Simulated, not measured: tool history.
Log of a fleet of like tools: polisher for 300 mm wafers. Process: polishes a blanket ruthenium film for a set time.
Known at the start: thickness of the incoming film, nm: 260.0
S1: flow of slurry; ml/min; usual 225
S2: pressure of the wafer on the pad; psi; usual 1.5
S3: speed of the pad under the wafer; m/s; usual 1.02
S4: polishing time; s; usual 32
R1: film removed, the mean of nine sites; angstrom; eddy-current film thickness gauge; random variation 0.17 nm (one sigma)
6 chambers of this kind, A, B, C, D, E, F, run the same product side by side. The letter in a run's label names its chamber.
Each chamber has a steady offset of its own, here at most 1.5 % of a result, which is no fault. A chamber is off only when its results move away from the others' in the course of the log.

{"day": 0.067, "done": "chamber E: slurry nozzle cleaned"}
{"run": "1D", "day": 0.154, "S1": 225, "S2": 1.5, "S3": 1.02, "S4": 32, "R1": 255.11}
{"day": 0.262, "done": "chamber D: worn pad replaced by a new one"}
{"run": "2C", "day": 0.262, "S1": 225, "S2": 1.5, "S3": 1.02, "S4": 32, "R1": 255.08}
{"run": "3E", "day": 0.367, "S1": 225, "S2": 1.5, "S3": 1.02, "S4": 32, "R1": 255.93}
{"run": "4B", "day": 0.475, "S1": 225, "S2": 1.5, "S3": 1.02, "S4": 32, "R1": 252.8}
{"run": "5A", "day": 0.604, "S1": 225, "S2": 1.5, "S3": 1.02, "S4": 32, "R1": 256.76}
{"day": 0.612, "done": "chamber A: worn pad replaced by a new one"}
{"run": "6F", "day": 0.704, "S1": 225, "S2": 1.5, "S3": 1.02, "S4": 32, "R1": 253.27}
{"run": "7B", "day": 0.9, "S1": 225, "S2": 1.5, "S3": 1.02, "S4": 32, "R1": 250.14}
{"run": "8C", "day": 1.038, "S1": 225, "S2": 1.5, "S3": 1.02, "S4": 32, "R1": 256.22}
{"run": "9F", "day": 1.162, "S1": 225, "S2": 1.5, "S3": 1.02, "S4": 32, "R1": 251.51}
{"day": 1.175, "done": "chamber E: worn pad replaced by a new one"}
{"run": "10A", "day": 1.338, "S1": 225, "S2": 1.5, "S3": 1.02, "S4": 32, "R1": 256.92}
{"run": "11E", "day": 1.438, "S1": 225, "S2": 1.5, "S3": 1.02, "S4": 32, "R1": 256.73}
{"day": 1.492, "done": "chamber D: slurry nozzle cleaned"}
{"run": "12D", "day": 1.588, "S1": 225, "S2": 1.5, "S3": 1.02, "S4": 32, "R1": 256.73}
{"day": 1.692, "done": "chamber C: worn pad replaced by a new one"}
{"day": 1.7, "done": "chamber F: worn pad replaced by a new one"}
{"run": "13E", "day": 1.792, "S1": 225, "S2": 1.5, "S3": 1.02, "S4": 32, "R1": 254.51}
{"run": "14F", "day": 1.912, "S1": 225, "S2": 1.5, "S3": 1.02, "S4": 32, "R1": 253.87}
{"run": "15D", "day": 2.012, "S1": 225, "S2": 1.5, "S3": 1.02, "S4": 32, "R1": 256.9}
{"run": "16C", "day": 2.15, "S1": 225, "S2": 1.5, "S3": 1.02, "S4": 32, "R1": 257.88}
{"run": "17B", "day": 2.279, "S1": 275, "S2": 1.7, "S3": 1.02, "S4": 32, "R1": 297.98}
{"run": "18A", "day": 2.417, "S1": 275, "S2": 1.7, "S3": 1.02, "S4": 32, "R1": 299.69}
{"run": "19C", "day": 2.579, "S1": 275, "S2": 1.7, "S3": 1.02, "S4": 32, "R1": 303.25}
{"run": "20A", "day": 2.771, "S1": 275, "S2": 1.7, "S3": 1.02, "S4": 32, "R1": 298.87}
{"day": 2.888, "done": "chamber B: worn pad replaced by a new one"}
{"run": "21B", "day": 2.942, "S1": 275, "S2": 1.7, "S3": 1.02, "S4": 32, "R1": 294.44}
{"run": "22E", "day": 3.133, "S1": 275, "S2": 1.7, "S3": 1.02, "S4": 32, "R1": 293.68}
{"run": "23F", "day": 3.262, "S1": 225, "S2": 1.8, "S3": 1.02, "S4": 32, "R1": 301.92}
{"day": 3.379, "done": "chamber E: head pressure recalibrated"}
{"run": "24D", "day": 3.412, "S1": 225, "S2": 1.8, "S3": 1.02, "S4": 32, "R1": 306.01}
{"run": "25B", "day": 3.629, "S1": 225, "S2": 1.8, "S3": 1.02, "S4": 32, "R1": 305.56}
{"run": "26C", "day": 3.738, "S1": 225, "S2": 1.8, "S3": 1.02, "S4": 32, "R1": 321.15}
{"run": "27A", "day": 3.871, "S1": 225, "S2": 1.8, "S3": 1.02, "S4": 32, "R1": 304.7}
{"day": 4.0, "done": "chamber C: slurry nozzle cleaned"}
{"run": "28F", "day": 4.067, "S1": 225, "S2": 1.8, "S3": 1.02, "S4": 32, "R1": 304.39}
{"run": "29E", "day": 4.25, "S1": 225, "S2": 1.5, "S3": 1.02, "S4": 32, "R1": 254.14}
{"run": "30D", "day": 4.45, "S1": 225, "S2": 1.5, "S3": 1.02, "S4": 32, "R1": 257.61}
{"run": "31B", "day": 4.642, "S1": 225, "S2": 1.5, "S3": 1.02, "S4": 32, "R1": 255.7}
{"day": 4.692, "done": "chamber F: slurry nozzle cleaned"}
{"run": "32C", "day": 4.767, "S1": 225, "S2": 1.5, "S3": 1.02, "S4": 32, "R1": 272.9}
{"run": "33F", "day": 4.875, "S1": 225, "S2": 1.5, "S3": 1.02, "S4": 32, "R1": 254.93}
{"run": "34A", "day": 5.088, "S1": 225, "S2": 1.5, "S3": 1.02, "S4": 32, "R1": 254.77}
{"run": "35E", "day": 5.183, "S1": 225, "S2": 1.5, "S3": 1.02, "S4": 32, "R1": 256.24}
{"run": "36D", "day": 5.292, "S1": 225, "S2": 1.5, "S3": 1.02, "S4": 32, "R1": 256.15}

Is one chamber off against the others, does the gauge drift, or is nothing wrong? If a chamber is off, say which, and what the likeliest cause is.

Chamber C drifts away from the others.
Cause: head's pressure above its setpoint, % = 8.61.

Here are 4 candidates for chamber C's next run, each the usual settings with a change, their results left as question marks. Which one brings its results back in line with what the others give on the usual settings?
In line means no further than this from the other chambers' mean on the usual settings: R1 6.00 angstrom
{"run": "37C-1", "day": 5.45, "S1": 225, "S2": 1.5, "S3": 1.02, "S4": 33, "R1": "?"}
{"run": "37C-2", "day": 5.45, "S1": 225, "S2": 1.5, "S3": 0.98, "S4": 32, "R1": "?"}
{"run": "37C-3", "day": 5.45, "S1": 225, "S2": 1.5, "S3": 0.94, "S4": 32, "R1": "?"}
{"run": "37C-4", "day": 5.45, "S1": 225, "S2": 1.5, "S3": 1.02, "S4": 35, "R1": "?"}

The other chambers' mean on the usual settings: R1 254.80 angstrom
run=37C-1 R1=287.59
run=37C-2 R1=268.01
run=37C-3 R1=257.15
run=37C-4 R1=305.02
37C-3 brings the chamber back in line.

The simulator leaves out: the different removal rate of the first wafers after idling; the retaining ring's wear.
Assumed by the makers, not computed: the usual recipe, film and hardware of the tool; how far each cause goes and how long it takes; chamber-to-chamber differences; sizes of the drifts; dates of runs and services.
